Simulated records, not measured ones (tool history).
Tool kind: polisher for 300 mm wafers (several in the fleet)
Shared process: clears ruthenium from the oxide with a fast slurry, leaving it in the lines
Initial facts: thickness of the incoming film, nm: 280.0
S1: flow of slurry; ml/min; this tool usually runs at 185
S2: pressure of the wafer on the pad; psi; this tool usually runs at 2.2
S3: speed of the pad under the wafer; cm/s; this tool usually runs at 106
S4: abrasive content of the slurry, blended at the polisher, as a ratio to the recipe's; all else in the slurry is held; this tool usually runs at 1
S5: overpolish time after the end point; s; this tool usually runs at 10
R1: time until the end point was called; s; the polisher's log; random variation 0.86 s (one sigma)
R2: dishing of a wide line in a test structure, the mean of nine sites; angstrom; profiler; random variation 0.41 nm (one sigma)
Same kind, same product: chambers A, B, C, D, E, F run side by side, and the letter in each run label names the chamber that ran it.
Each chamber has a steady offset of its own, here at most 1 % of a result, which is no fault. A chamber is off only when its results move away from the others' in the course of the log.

Run 1A, hour 9.1: usual settings. Result: R1 94.870 s, R2 245.72 angstrom.
At hour 10.6: chamber A: worn pad replaced by a new one.
Run 2E, hour 13.9: usual settings. Result: R1 95.686 s, R2 250.01 angstrom.
At hour 21.1: chamber B: worn pad replaced by a new one.
Run 3B, hour 23.3: usual settings. Result: R1 96.224 s, R2 249.45 angstrom.
At hour 27.2: chamber E: worn pad replaced by a new one.
At hour 27.9: chamber C: slurry nozzle cleaned.
Run 4F, hour 32.6: usual settings. Result: R1 94.056 s, R2 251.68 angstrom.
At hour 36.7: chamber D: worn pad replaced by a new one.
Run 5D, hour 41.1: usual settings. Result: R1 95.159 s, R2 246.11 angstrom.
At hour 41.2: chamber F: slurry nozzle cleaned.
Run 6C, hour 51.2: usual settings. Result: R1 93.865 s, R2 252.72 angstrom.
At hour 58.2: chamber F: worn pad replaced by a new one.
Run 7F, hour 59.1: usual settings. Result: R1 96.209 s, R2 251.11 angstrom.
Run 8D, hour 68.5: usual settings but S1 225 ml/min. Result: R1 92.545 s, R2 258.63 angstrom.
At hour 70.7: chamber C: head pressure recalibrated.
At hour 72.3: chamber D: head pressure recalibrated.
At hour 72.8: chamber E: slurry blender recalibrated.
Run 9C, hour 76.5: usual settings but S1 225 ml/min. Result: R1 93.311 s, R2 257.57 angstrom.
Run 10B, hour 80.9: usual settings but S1 225 ml/min. Result: R1 93.465 s, R2 257.13 angstrom.
At hour 82.1: chamber A: worn pad replaced by a new one.
Run 11A, hour 85.9: usual settings but S1 225 ml/min. Result: R1 91.857 s, R2 252.03 angstrom.
Run 12E, hour 93.3: usual settings but S1 225 ml/min. Result: R1 93.635 s, R2 263.07 angstrom.
Run 13E, hour 98.3: usual settings but S1 225 ml/min. Result: R1 92.435 s, R2 258.49 angstrom.
Run 14A, hour 108.2: usual settings. Result: R1 93.288 s, R2 250.59 angstrom.
Run 15F, hour 118.1: usual settings. Result: R1 94.830 s, R2 245.78 angstrom.
At hour 120.5: chamber C: slurry blender recalibrated.
At hour 121.4: chamber E: slurry nozzle cleaned.
At hour 122.7: chamber A: slurry nozzle cleaned.
Run 16D, hour 127.6: usual settings. Result: R1 94.013 s, R2 255.65 angstrom.
At hour 128.3: chamber A: head pressure recalibrated.
Run 17B, hour 134.0: usual settings but S1 140 ml/min, S3 82 cm/s. Result: R1 127.150 s, R2 194.68 angstrom.
At hour 140.0: chamber C: worn pad replaced by a new one.
At hour 140.5: chamber B: slurry blender recalibrated.
Run 18C, hour 142.9: usual settings but S1 140 ml/min, S3 82 cm/s. Result: R1 127.680 s, R2 190.02 angstrom.
At hour 143.3: chamber A: slurry blender recalibrated.
At hour 145.3: chamber F: worn pad replaced by a new one.
At hour 149.2: chamber A: worn pad replaced by a new one.
Run 19C, hour 152.3: usual settings but S1 140 ml/min, S3 82 cm/s. Result: R1 127.820 s, R2 190.91 angstrom.
At hour 162.1: chamber F: slurry blender recalibrated.
Run 20B, hour 162.2: usual settings but S1 140 ml/min, S3 82 cm/s. Result: R1 130.130 s, R2 195.68 angstrom.
Run 21A, hour 169.8: usual settings but S1 140 ml/min, S3 82 cm/s. Result: R1 139.760 s, R2 172.43 angstrom.
Run 22D, hour 176.8: usual settings but S1 140 ml/min, S3 82 cm/s. Result: R1 127.730 s, R2 186.22 angstrom.
Run 23E, hour 183.1: usual settings. Result: R1 94.773 s, R2 251.73 angstrom.
Run 24F, hour 192.8: usual settings. Result: R1 96.086 s, R2 251.06 angstrom.
At hour 193.6: chamber D: worn pad replaced by a new one.
Run 25C, hour 200.0: usual settings. Result: R1 95.136 s, R2 246.77 angstrom.
At hour 200.8: chamber E: worn pad replaced by a new one.
At hour 207.9: chamber B: worn pad replaced by a new one.
Run 26D, hour 208.6: usual settings. Result: R1 96.251 s, R2 242.77 angstrom.
Run 27E, hour 216.0: usual settings. Result: R1 94.525 s, R2 248.29 angstrom.
At hour 224.5: chamber A: worn pad replaced by a new one.
Run 28B, hour 225.7: usual settings. Result: R1 95.172 s, R2 254.38 angstrom.
Run 29F, hour 234.6: usual settings but S2 1.6 psi, S3 136 cm/s. Result: R1 101.650 s, R2 243.24 angstrom.
At hour 237.4: chamber E: slurry blender recalibrated.
Run 30A, hour 244.8: usual settings but S2 1.6 psi, S3 136 cm/s. Result: R1 110.510 s, R2 217.65 angstrom.
At hour 247.6: chamber F: worn pad replaced by a new one.
Run 31D, hour 252.7: usual settings but S2 1.6 psi, S3 136 cm/s. Result: R1 101.210 s, R2 238.68 angstrom.
Run 32E, hour 261.0: usual settings but S2 1.6 psi, S3 136 cm/s. Result: R1 102.410 s, R2 235.37 angstrom.
Run 33B, hour 266.7: usual settings but S2 1.6 psi, S3 136 cm/s. Result: R1 103.050 s, R2 230.69 angstrom.
Run 34F, hour 275.8: usual settings but S2 1.6 psi, S3 136 cm/s. Result: R1 101.280 s, R2 245.89 angstrom.
Run 35C, hour 285.4: usual settings. Result: R1 95.969 s, R2 256.88 angstrom.
Run 36A, hour 293.0: usual settings. Result: R1 103.160 s, R2 232.14 angstrom.
Run 37A, hour 298.9: usual settings. Result: R1 102.140 s, R2 228.36 angstrom.
Run 38E, hour 303.6: usual settings. Result: R1 95.513 s, R2 249.42 angstrom.
At hour 305.6: chamber B: head pressure recalibrated.
Run 39B, hour 311.9: usual settings. Result: R1 95.096 s, R2 253.68 angstrom.
Run 40D, hour 317.4: usual settings. Result: R1 95.225 s, R2 250.41 angstrom.

Next, every chamber runs the same settings. What will each give?
Run 41A, hour 324.8: usual settings. Result: R1 ?, R2 ?.
Run 41B, hour 324.8: usual settings. Result: R1 ?, R2 ?.
Run 41C, hour 324.8: usual settings. Result: R1 ?, R2 ?.
Run 41D, hour 324.8: usual settings. Result: R1 ?, R2 ?.
Run 41E, hour 324.8: usual settings. Result: R1 ?, R2 ?.
Run 41F, hour 324.8: usual settings. Result: R1 ?, R2 ?.

run       R1      R2
41A  102.790  234.26
41B   95.097  255.60
41C   96.450  240.32
41D   95.579  251.14
41E   94.531  255.94
41F   95.397  252.26
